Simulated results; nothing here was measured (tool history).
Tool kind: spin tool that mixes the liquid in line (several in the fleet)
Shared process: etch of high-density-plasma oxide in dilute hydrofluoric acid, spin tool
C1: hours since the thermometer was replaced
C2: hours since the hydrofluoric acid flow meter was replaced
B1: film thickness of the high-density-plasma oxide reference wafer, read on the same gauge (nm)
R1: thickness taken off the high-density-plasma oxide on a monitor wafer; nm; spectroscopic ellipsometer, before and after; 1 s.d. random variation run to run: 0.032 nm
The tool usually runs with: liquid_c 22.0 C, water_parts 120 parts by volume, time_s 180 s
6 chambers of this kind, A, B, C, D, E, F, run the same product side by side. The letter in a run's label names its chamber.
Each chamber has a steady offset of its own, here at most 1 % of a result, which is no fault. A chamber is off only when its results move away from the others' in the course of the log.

run 1A hour=7.5 | liquid_c=22.0 water_parts=120 time_s=180 | C1=252.7 C2=227.1 | B1=100.020 | R1=8.1104
run 2C hour=19.5 | liquid_c=22.0 water_parts=120 time_s=180 | C1=2045.7 C2=395.8 | B1=100.020 | R1=8.0695
run 3E hour=26.5 | liquid_c=22.0 water_parts=120 time_s=180 | C1=1667.5 C2=1134.4 | B1=100.020 | R1=8.0752
run 4F hour=40.9 | liquid_c=22.0 water_parts=120 time_s=180 | C1=72.9 C2=570.7 | B1=99.997 | R1=8.1567
run 5D hour=54.7 | liquid_c=22.0 water_parts=120 time_s=180 | C1=1025.8 C2=95.0 | B1=99.969 | R1=8.0072
run 6B hour=67.6 | liquid_c=22.0 water_parts=120 time_s=180 | C1=600.6 C2=771.0 | B1=100.050 | R1=8.0796
run 7D hour=80.9 | liquid_c=22.0 water_parts=120 time_s=180 | C1=1052.0 C2=121.2 | B1=100.000 | R1=8.0647
run 8C hour=91.1 | liquid_c=19.0 water_parts=120 time_s=180 | C1=2117.3 C2=467.4 | B1=99.977 | R1=7.2059
run 9F hour=102.0 | liquid_c=19.0 water_parts=120 time_s=180 | C1=134.0 C2=631.8 | B1=100.050 | R1=7.1350
run 10A hour=108.9 | liquid_c=19.0 water_parts=120 time_s=180 | C1=354.1 C2=328.5 | B1=100.020 | R1=7.1783
-- hour=119.5 chamber B: thermometer replaced
run 11B hour=122.0 | liquid_c=19.0 water_parts=120 time_s=180 | C1=2.5 C2=825.4 | B1=99.982 | R1=7.1823
run 12E hour=130.1 | liquid_c=19.0 water_parts=120 time_s=180 | C1=1771.1 C2=1238.0 | B1=100.020 | R1=7.1019
run 13F hour=138.4 | liquid_c=19.0 water_parts=120 time_s=180 | C1=170.4 C2=668.2 | B1=99.987 | R1=7.1408
run 14C hour=146.6 | liquid_c=22.0 water_parts=120 time_s=75 | C1=2172.8 C2=522.9 | B1=99.984 | R1=3.4001
-- hour=149.4 chamber B: hydrofluoric acid flow meter replaced
run 15E hour=158.0 | liquid_c=22.0 water_parts=120 time_s=75 | C1=1799.0 C2=1265.9 | B1=99.986 | R1=3.3518
run 16B hour=165.7 | liquid_c=22.0 water_parts=120 time_s=75 | C1=46.2 C2=16.3 | B1=100.050 | R1=3.3667
run 17A hour=177.7 | liquid_c=22.0 water_parts=120 time_s=75 | C1=422.9 C2=397.3 | B1=100.010 | R1=3.3575
-- hour=180.5 chamber C: hydrofluoric acid flow meter replaced
run 18D hour=189.7 | liquid_c=22.0 water_parts=120 time_s=75 | C1=1160.8 C2=230.0 | B1=99.986 | R1=3.3648
run 19C hour=204.0 | liquid_c=22.0 water_parts=120 time_s=75 | C1=2230.2 C2=23.6 | B1=100.010 | R1=3.3678
run 20F hour=212.0 | liquid_c=22.0 water_parts=120 time_s=180 | C1=244.0 C2=741.8 | B1=99.975 | R1=8.0691
run 21D hour=225.4 | liquid_c=22.0 water_parts=120 time_s=180 | C1=1196.5 C2=265.7 | B1=99.992 | R1=8.0068
run 22E hour=232.3 | liquid_c=22.0 water_parts=120 time_s=180 | C1=1873.3 C2=1340.2 | B1=99.997 | R1=8.0571
run 23B hour=242.3 | liquid_c=22.0 water_parts=120 time_s=180 | C1=122.8 C2=92.9 | B1=100.010 | R1=8.0735
run 24A hour=248.9 | liquid_c=22.0 water_parts=120 time_s=180 | C1=494.1 C2=468.5 | B1=99.982 | R1=8.0598
run 25E hour=259.6 | liquid_c=22.0 water_parts=120 time_s=180 | C1=1900.6 C2=1367.5 | B1=100.000 | R1=8.0482
run 26C hour=269.1 | liquid_c=24.5 water_parts=150 time_s=180 | C1=2295.3 C2=88.7 | B1=99.984 | R1=6.9118
run 27D hour=276.9 | liquid_c=24.5 water_parts=150 time_s=180 | C1=1248.0 C2=317.2 | B1=100.020 | R1=6.8248
run 28F hour=290.5 | liquid_c=24.5 water_parts=150 time_s=180 | C1=322.5 C2=820.3 | B1=99.963 | R1=6.8772
run 29B hour=302.4 | liquid_c=24.5 water_parts=150 time_s=180 | C1=182.9 C2=153.0 | B1=99.978 | R1=6.8952
run 30A hour=311.2 | liquid_c=24.5 water_parts=150 time_s=180 | C1=556.4 C2=530.8 | B1=99.996 | R1=6.8790
run 31A hour=320.7 | liquid_c=24.5 water_parts=150 time_s=180 | C1=565.9 C2=540.3 | B1=99.956 | R1=6.8812
run 32D hour=328.4 | liquid_c=22.0 water_parts=120 time_s=180 | C1=1299.5 C2=368.7 | B1=99.960 | R1=8.0146
run 33F hour=340.6 | liquid_c=22.0 water_parts=120 time_s=180 | C1=372.6 C2=870.4 | B1=99.980 | R1=8.1253
run 34E hour=347.8 | liquid_c=22.0 water_parts=120 time_s=180 | C1=1988.8 C2=1455.7 | B1=99.978 | R1=8.0458
run 35B hour=359.2 | liquid_c=22.0 water_parts=120 time_s=180 | C1=239.7 C2=209.8 | B1=100.020 | R1=8.1128
run 36C hour=373.4 | liquid_c=22.0 water_parts=120 time_s=180 | C1=2399.6 C2=193.0 | B1=100.070 | R1=8.1365

One chamber off, gauge drift, or nothing amiss beyond the chambers' own small offsets? If it is a chamber, which one, and what is the likeliest cause?

No chamber stands off beyond its own small offset, and the gauge holds steady.
